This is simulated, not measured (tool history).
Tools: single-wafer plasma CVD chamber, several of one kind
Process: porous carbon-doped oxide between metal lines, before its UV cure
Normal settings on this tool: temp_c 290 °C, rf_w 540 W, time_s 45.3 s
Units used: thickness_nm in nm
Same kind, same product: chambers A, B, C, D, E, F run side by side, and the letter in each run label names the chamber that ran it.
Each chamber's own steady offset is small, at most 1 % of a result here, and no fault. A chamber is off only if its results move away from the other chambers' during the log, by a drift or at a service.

run,day,temp_c,rf_w,time_s,hours since the last thermocouple change,hours since the last RF generator calibration,"read-back reference wafer on the same gauge, thickness_nm",thickness_nm
1F,0.479,290,540,45.3,1883.0,99.6,250.94,271.15
2A,0.950,290,540,45.3,1288.5,1599.4,250.84,270.30
3D,1.542,290,540,45.3,63.7,1888.9,250.87,269.90
4B,1.817,290,540,45.3,152.8,1055.4,250.82,270.64
5E,2.200,290,540,45.3,412.7,985.1,250.80,269.82
6C,2.800,290,540,45.3,2197.8,1081.7,250.75,267.24
# day 2.929: chamber D: RF generator calibrated
7F,3.354,290,540,45.3,1952.0,168.6,250.76,270.78
8A,3.704,278,540,45.3,1354.6,1665.5,250.64,290.03
9C,4.021,278,540,45.3,2227.1,1111.0,250.78,288.54
10E,4.583,278,540,45.3,469.9,1042.3,250.64,289.92
# day 4.946: chamber A: thermocouple changed; heater temperature recalibrated
11B,5.171,278,540,45.3,233.3,1135.9,250.55,291.11
12D,5.500,278,540,45.3,158.7,61.8,250.51,291.14
13C,5.842,278,540,45.3,2270.8,1154.7,250.52,288.25
14B,6.421,290,540,45.3,263.3,1165.9,250.47,270.01
15A,6.688,290,540,45.3,41.8,1737.1,250.51,268.62
16E,7.092,277,630,45.3,530.1,1102.5,250.36,324.09
17F,7.550,277,630,45.3,2052.7,269.3,250.30,325.66
18D,8.088,277,630,45.3,220.8,123.9,250.37,323.66
# day 8.121: chamber C: RF generator calibrated
19F,8.442,277,630,45.3,2074.1,290.7,250.27,326.17
# day 8.796: chamber F: thermocouple changed; heater temperature recalibrated
20A,8.842,277,630,45.3,93.5,1788.8,250.25,323.26
21C,9.250,277,630,45.3,2352.6,27.1,250.23,320.18
22D,9.662,277,500,45.3,258.6,161.7,250.26,278.50
23E,10.171,277,500,45.3,604.0,1176.4,250.24,277.32
24B,10.558,277,500,45.3,362.6,1265.2,250.08,277.79
25A,10.942,277,500,45.3,143.9,1839.2,249.99,277.48
26B,11.521,277,500,45.3,385.7,1288.3,249.96,276.58
27E,11.825,277,500,45.3,643.7,1216.1,250.09,276.58
28D,12.429,285,540,52.5,325.0,228.1,249.97,321.52
29F,12.829,285,540,52.5,96.9,396.0,250.01,322.47
30C,13.304,285,540,52.5,2449.9,124.4,249.91,316.94
31C,13.621,285,540,52.5,2457.5,132.0,249.97,318.08
32B,13.904,285,540,52.5,442.9,1345.5,249.95,321.64
33E,14.450,285,540,52.5,706.7,1279.1,249.87,319.98
# day 14.492: chamber E: RF generator calibrated
34A,15.042,290,540,45.3,242.3,1937.6,249.86,267.81
35D,15.475,290,540,45.3,398.1,301.2,249.78,268.34
36F,15.925,290,540,39.3,171.2,470.3,249.76,234.93
37B,16.467,290,540,39.3,504.4,1407.0,249.73,235.15
38C,16.767,290,540,39.3,2533.0,207.5,249.67,232.09
39A,17.158,290,540,39.3,293.1,1988.4,249.61,233.21
40F,17.558,290,540,39.3,210.4,509.5,249.47,235.14
41E,17.938,290,540,39.3,790.4,82.8,249.63,233.24
42D,18.229,290,540,45.3,464.2,367.3,249.48,268.62
43E,18.625,290,540,45.3,806.9,99.3,249.47,267.14
44D,19.158,290,540,45.3,486.5,389.6,249.52,268.92

Does one chamber stand apart from the rest, does the shared gauge drift, or is all well apart from small per-chamber offsets? Give the chamber and the most likely cause, where there is one.

Every chamber seems to shift together because the gauge that measures them all drifts; the chambers themselves are fine.
Most likely cause: gauge reads low (%) = 0.62.
